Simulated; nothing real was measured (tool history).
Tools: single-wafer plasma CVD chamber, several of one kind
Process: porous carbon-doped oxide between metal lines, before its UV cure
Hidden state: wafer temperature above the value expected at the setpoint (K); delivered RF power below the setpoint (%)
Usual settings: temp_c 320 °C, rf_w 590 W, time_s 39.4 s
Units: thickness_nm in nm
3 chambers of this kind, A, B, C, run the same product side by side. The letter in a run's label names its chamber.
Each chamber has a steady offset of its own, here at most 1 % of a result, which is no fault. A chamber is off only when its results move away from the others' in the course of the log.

run,hour,temp_c,rf_w,time_s,hours since the last thermocouple change,hours since the last RF generator calibration,"read-back reference wafer on the same gauge, thickness_nm",thickness_nm
1C,8.0,320,590,39.4,888.6,1029.9,224.13,209.78
2A,17.1,320,590,39.4,283.2,1388.7,223.81,209.71
3B,28.7,320,590,39.4,256.0,1394.0,224.04,211.54
# hour 30.5: chamber B: RF generator calibrated
4B,35.5,320,590,39.4,262.8,5.0,223.79,211.49
5A,42.8,320,590,39.4,308.9,1414.4,224.19,212.09
# hour 44.2: chamber C: RF generator calibrated
6C,52.7,320,590,39.4,933.3,8.5,223.68,212.05
7C,61.8,320,590,39.4,942.4,17.6,224.08,211.70
8B,74.0,320,590,39.4,301.3,43.5,223.89,211.27
9A,81.9,320,590,39.4,348.0,1453.5,224.21,209.66
10B,92.6,320,590,39.4,319.9,62.1,223.81,211.75
11A,101.2,320,590,39.4,367.3,1472.8,223.83,210.39
12C,108.7,320,590,39.4,989.3,64.5,223.89,211.76
13B,120.1,320,590,39.4,347.4,89.6,223.71,212.44
14C,128.8,320,655,44.0,1009.4,84.6,223.83,252.46
15A,134.8,320,655,44.0,400.9,1506.4,223.88,248.73
16C,146.1,320,655,44.0,1026.7,101.9,223.65,251.36
17B,158.1,320,590,39.4,385.4,127.6,223.66,210.98
18A,168.9,320,705,42.6,435.0,1540.5,223.80,252.79
19C,177.8,320,705,42.6,1058.4,133.6,223.91,260.00
20B,187.1,320,705,42.6,414.4,156.6,224.04,255.51
21A,198.6,320,590,39.4,464.7,1570.2,224.06,208.59
22C,209.0,306,670,39.4,1089.6,164.8,224.30,250.80
23B,215.4,306,670,39.4,442.7,184.9,224.17,248.41
24A,228.1,306,670,39.4,494.2,1599.7,223.90,241.59
25A,239.0,320,590,39.4,505.1,1610.6,223.78,205.87
26B,251.2,320,590,39.4,478.5,220.7,223.74,212.45
27C,259.2,320,690,33.7,1139.8,215.0,223.62,202.76
28C,269.4,320,690,33.7,1150.0,225.2,223.70,202.98
29B,275.4,320,690,33.7,502.7,244.9,224.10,199.82
30A,286.7,320,590,39.4,552.8,1658.3,223.89,202.42
31B,297.7,320,590,39.4,525.0,267.2,224.25,210.71
32C,309.1,315,590,45.9,1189.7,264.9,224.25,254.26
33A,315.6,315,590,45.9,581.7,1687.2,223.93,241.27
34C,325.4,315,590,45.9,1206.0,281.2,224.13,254.90
35B,335.8,320,590,39.4,563.1,305.3,223.93,211.45
36A,344.7,330,590,32.3,610.8,1716.3,224.14,156.85
37B,352.3,330,590,32.3,579.6,321.8,224.29,166.58
38A,360.8,330,590,32.3,626.9,1732.4,224.06,158.59
39C,371.1,320,590,39.4,1251.7,326.9,223.85,212.80

What goes on in this fleet: one chamber off, a drifting gauge, or nothing beyond the chambers' own small offsets? Name the chamber and the cause, if any.

Chamber A drifts away from the others.
Cause: delivered RF power below the setpoint (%) = 7.91.

Here are 4 candidates for chamber A's next run, each the usual settings with a change, their results left as question marks. Which one brings its results back in line with what the others give on the usual settings?
In line means no further than this from the other chambers' mean on the usual settings: thickness_nm 4.00 nm
40A-1,380.3,320,605,41.1,,,,?
40A-2,380.3,319,590,40.2,,,,?
40A-3,380.3,320,575,37.7,,,,?
40A-4,380.3,320,585,38.8,,,,?

The other chambers' mean on the usual settings: thickness_nm 211.76 nm
run,thickness_nm
40A-1,210.03
40A-2,203.21
40A-3,186.69
40A-4,194.21
40A-1 brings the chamber back in line.

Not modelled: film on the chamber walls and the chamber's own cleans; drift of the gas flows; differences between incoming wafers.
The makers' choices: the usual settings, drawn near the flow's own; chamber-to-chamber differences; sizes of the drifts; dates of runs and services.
